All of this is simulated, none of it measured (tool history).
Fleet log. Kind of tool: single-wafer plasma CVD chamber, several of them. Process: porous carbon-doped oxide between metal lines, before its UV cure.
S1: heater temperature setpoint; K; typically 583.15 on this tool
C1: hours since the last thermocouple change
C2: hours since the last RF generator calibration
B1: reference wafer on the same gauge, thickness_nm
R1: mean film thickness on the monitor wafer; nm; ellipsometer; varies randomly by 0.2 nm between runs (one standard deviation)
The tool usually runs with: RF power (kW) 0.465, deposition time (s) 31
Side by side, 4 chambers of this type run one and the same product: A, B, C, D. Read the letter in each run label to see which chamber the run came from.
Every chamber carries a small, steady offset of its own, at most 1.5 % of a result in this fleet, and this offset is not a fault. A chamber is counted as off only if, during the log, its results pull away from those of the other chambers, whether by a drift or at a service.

Run 1B, hour 8.4: usual settings; C1 778.8; C2 1855.4; B1 151.02. Result: R1 150.91 nm.
Run 2D, hour 17.2: usual settings; C1 2215.8; C2 976.4; B1 150.96. Result: R1 150.72 nm.
Run 3C, hour 26.9: usual settings; C1 115.5; C2 514.3; B1 150.9. Result: R1 149.69 nm.
Run 4A, hour 35.8: usual settings; C1 2351.3; C2 621.5; B1 150.86. Result: R1 152.8 nm.
Run 5C, hour 43.4: usual settings; C1 132; C2 530.8; B1 150.91. Result: R1 149.37 nm.
Run 6A, hour 51.4: usual settings; C1 2366.9; C2 637.1; B1 150.89. Result: R1 152.81 nm.
Run 7D, hour 59.3: usual settings; C1 2257.9; C2 1018.5; B1 150.89. Result: R1 150.98 nm.
Run 8B, hour 67: usual settings; C1 837.4; C2 1914; B1 150.8. Result: R1 151.01 nm.
Run 9B, hour 77.6: usual settings; C1 848; C2 1924.6; B1 150.81. Result: R1 150.67 nm.
Run 10D, hour 83: usual settings; C1 2281.6; C2 1042.2; B1 150.8. Result: R1 150.63 nm.
Run 11C, hour 90.1: usual settings; C1 178.7; C2 577.5; B1 150.7. Result: R1 149.32 nm.
Run 12A, hour 96.7: usual settings; C1 2412.2; C2 682.4; B1 150.7. Result: R1 152.37 nm.
Run 13B, hour 102.6: usual settings; C1 873; C2 1949.6; B1 150.72. Result: R1 150.86 nm.
Run 14D, hour 112.8: usual settings; C1 2311.4; C2 1072; B1 150.71. Result: R1 150.96 nm.
Run 15A, hour 123.2: usual settings but S1 592.15 K; C1 2438.7; C2 708.9; B1 150.61. Result: R1 145.21 nm.
Run 16C, hour 129.4: usual settings but S1 592.15 K; C1 218; C2 616.8; B1 150.65. Result: R1 142.75 nm.
Run 17A, hour 137.1: usual settings but S1 592.15 K; C1 2452.6; C2 722.8; B1 150.64. Result: R1 145.48 nm.
Run 18B, hour 144.8: usual settings but S1 592.15 K; C1 915.2; C2 1991.8; B1 150.65. Result: R1 143.64 nm.
Run 19D, hour 153.7: usual settings; C1 2352.3; C2 1112.9; B1 150.59. Result: R1 150.4 nm.
Run 20C, hour 161.6: usual settings; C1 250.2; C2 649; B1 150.58. Result: R1 149.39 nm.
Run 21D, hour 169.7: usual settings; C1 2368.3; C2 1128.9; B1 150.53. Result: R1 150.27 nm.
Run 22A, hour 177.1: usual settings; C1 2492.6; C2 762.8; B1 150.5. Result: R1 152.37 nm.
At hour 178: chamber D: thermocouple changed; heater temperature recalibrated.
Run 23C, hour 187.2: usual settings; C1 275.8; C2 674.6; B1 150.43. Result: R1 149.09 nm.
Run 24B, hour 193.7: usual settings; C1 964.1; C2 2040.7; B1 150.41. Result: R1 150.47 nm.
Run 25C, hour 201.3: usual settings; C1 289.9; C2 688.7; B1 150.43. Result: R1 149.5 nm.
Run 26B, hour 209: usual settings; C1 979.4; C2 2056; B1 150.48. Result: R1 150.24 nm.
Run 27A, hour 217.8: usual settings; C1 2533.3; C2 803.5; B1 150.36. Result: R1 152.23 nm.
Run 28D, hour 225.8: usual settings; C1 47.9; C2 1185; B1 150.41. Result: R1 150.24 nm.
Run 29B, hour 235.5: usual settings; C1 1005.9; C2 2082.5; B1 150.38. Result: R1 150.65 nm.
Run 30D, hour 243.7: usual settings but RF power (kW) 0.555, deposition time (s) 28.9; C1 65.8; C2 1202.9; B1 150.28. Result: R1 157.48 nm.
Run 31A, hour 251.9: usual settings but RF power (kW) 0.555, deposition time (s) 28.9; C1 2567.4; C2 837.6; B1 150.3. Result: R1 159.92 nm.
At hour 257.2: chamber A: thermocouple changed; heater temperature recalibrated.
Run 32C, hour 258.6: usual settings but RF power (kW) 0.555, deposition time (s) 28.9; C1 347.2; C2 746; B1 150.26. Result: R1 157.32 nm.
Run 33D, hour 266.9: usual settings but RF power (kW) 0.555, deposition time (s) 28.9; C1 89; C2 1226.1; B1 150.28. Result: R1 157.6 nm.
Run 34B, hour 272.2: usual settings; C1 1042.6; C2 2119.2; B1 150.31. Result: R1 150.33 nm.
Run 35C, hour 279.6: usual settings but deposition time (s) 27.4; C1 368.2; C2 767; B1 150.22. Result: R1 132.19 nm.
Run 36A, hour 288.9: usual settings but deposition time (s) 27.4; C1 31.8; C2 874.6; B1 150.21. Result: R1 134.63 nm.
Run 37D, hour 297: usual settings but deposition time (s) 27.4; C1 119.1; C2 1256.2; B1 150.25. Result: R1 133 nm.

Each of the 4 chambers runs these same settings next. Fill in every chamber's results:
Run 38A, hour 304.7: usual settings but S1 573.15 K. Result: R1 ?.
Run 38B, hour 304.7: usual settings but S1 573.15 K. Result: R1 ?.
Run 38C, hour 304.7: usual settings but S1 573.15 K. Result: R1 ?.
Run 38D, hour 304.7: usual settings but S1 573.15 K. Result: R1 ?.

run      R1
38A  160.59
38B  158.51
38C   157.2
38D  158.81
